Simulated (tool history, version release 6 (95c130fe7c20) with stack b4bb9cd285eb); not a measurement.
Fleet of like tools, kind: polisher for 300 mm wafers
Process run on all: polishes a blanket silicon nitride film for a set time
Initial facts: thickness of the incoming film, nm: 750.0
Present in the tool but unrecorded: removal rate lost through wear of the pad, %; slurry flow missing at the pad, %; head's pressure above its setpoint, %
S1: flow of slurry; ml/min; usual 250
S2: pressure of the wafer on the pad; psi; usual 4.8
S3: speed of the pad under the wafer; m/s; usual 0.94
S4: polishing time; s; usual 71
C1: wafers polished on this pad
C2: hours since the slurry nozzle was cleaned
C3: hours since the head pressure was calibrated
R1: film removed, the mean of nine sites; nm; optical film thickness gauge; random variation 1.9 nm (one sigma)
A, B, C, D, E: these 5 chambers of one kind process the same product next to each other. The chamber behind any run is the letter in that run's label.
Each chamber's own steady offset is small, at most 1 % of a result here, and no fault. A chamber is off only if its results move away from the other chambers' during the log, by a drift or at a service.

run   hour   S1   S2    S3  S4    C1     C2     C3      R1
 1C   12.9  250  4.8  0.94  71   497   58.7  185.2  141.39
 2B   21.5  250  4.8  0.94  71   723    354  153.6  142.86
 3A   31.5  250  4.8  0.94  71  1047  910.3  239.6  142.09
 4E   42.4  250  4.8  0.94  71  1224  617.8  596.9  137.97
      46.8  -- chamber C: worn pad replaced by a new one
      48.4  -- chamber A: worn pad replaced by a new one
 5D   50.5  250  4.8  0.94  71   676  282.9  598.8  142.99
 6E   57.3  250  4.8  0.94  93  1361  632.7  611.8  184.17
 7C   70.3  250  4.8  0.94  93   216  116.1  242.6   190.2
      74.5  -- chamber E: worn pad replaced by a new one
      80.1  -- chamber B: worn pad replaced by a new one
 8B   82.1  250  4.8  0.94  93    19  414.6  214.2  190.54
      83.8  -- chamber A: slurry nozzle cleaned
 9D   91.9  250  4.8  0.94  93  1057  324.3  640.2  189.47
10A     99  250  4.8  0.94  93   466   15.3  307.1  183.65
11B  108.9  250  4.8  0.94  71   265  441.4    241   141.6
     111.9  -- chamber E: slurry nozzle cleaned
     120.7  -- chamber C: worn pad replaced by a new one
12A  121.1  185  4.8  0.94  71   670   37.4  329.2  135.67
13C    132  185  4.8  0.94  71   104  177.8  304.3   135.8
14E  140.4  185  4.8  0.94  71   607   28.6  694.9  135.54
15D    152  185  4.8  0.94  71  1611  384.4  700.3  136.91
16B  165.5  185  4.8  0.94  71   787    498  297.6  138.02
17A  179.1  250    6  0.94  71  1204   95.4  387.2  179.55
     179.6  -- chamber C: slurry nozzle cleaned
     185.7  -- chamber A: worn pad replaced by a new one
18E  189.4  250    6  0.94  71  1058   77.6  743.9  175.61
     191.2  -- chamber D: slurry nozzle cleaned
     198.7  -- chamber C: worn pad replaced by a new one
19D  200.6  250    6  0.94  71  2059    9.5  748.9  171.44
20C  213.8  250    6  0.94  71   139   34.3  386.1   180.2
     220.8  -- chamber B: worn pad replaced by a new one
21A  221.8  250    6  0.94  71   333  138.1  429.9   178.1
22E  229.9  250  4.8  0.94  71  1431  118.1  784.4  139.83
       237  -- chamber E: worn pad replaced by a new one
23C  244.4  250  4.8  0.94  71   421   64.9  416.7  137.78
24B  258.1  250  4.8  0.94  71   344  590.6  390.2  145.36
25D  269.4  250  4.8  0.94  71  2692   78.3  817.7  131.99
26D  276.3  250  4.8  0.94  71  2756   85.2  824.6  133.14
       277  -- chamber C: worn pad replaced by a new one
27C  289.5  250  4.8  0.94  71   115    110  461.8  138.95
     292.7  -- chamber A: worn pad replaced by a new one
28A  300.4  250  4.8  0.94  71    71  216.7  508.5  145.07
29E  313.2  250  4.8  0.94  71   702  201.4  867.7  142.31
       322  -- chamber B: slurry nozzle cleaned
30B  323.5  250  4.8  0.94  71   946    1.6  455.6  143.96
31D  331.9  250  4.8  0.94  71  3268  140.8  880.2  129.01

Next, every chamber runs the same settings. What will each give?
32A  342.7  205  4.8  0.94  71               ?
32B  342.7  205  4.8  0.94  71               ?
32C  342.7  205  4.8  0.94  71               ?
32D  342.7  205  4.8  0.94  71               ?
32E  342.7  205  4.8  0.94  71               ?

run      R1
32A  138.93
32B  137.47
32C  141.63
32D  124.66
32E  138.34
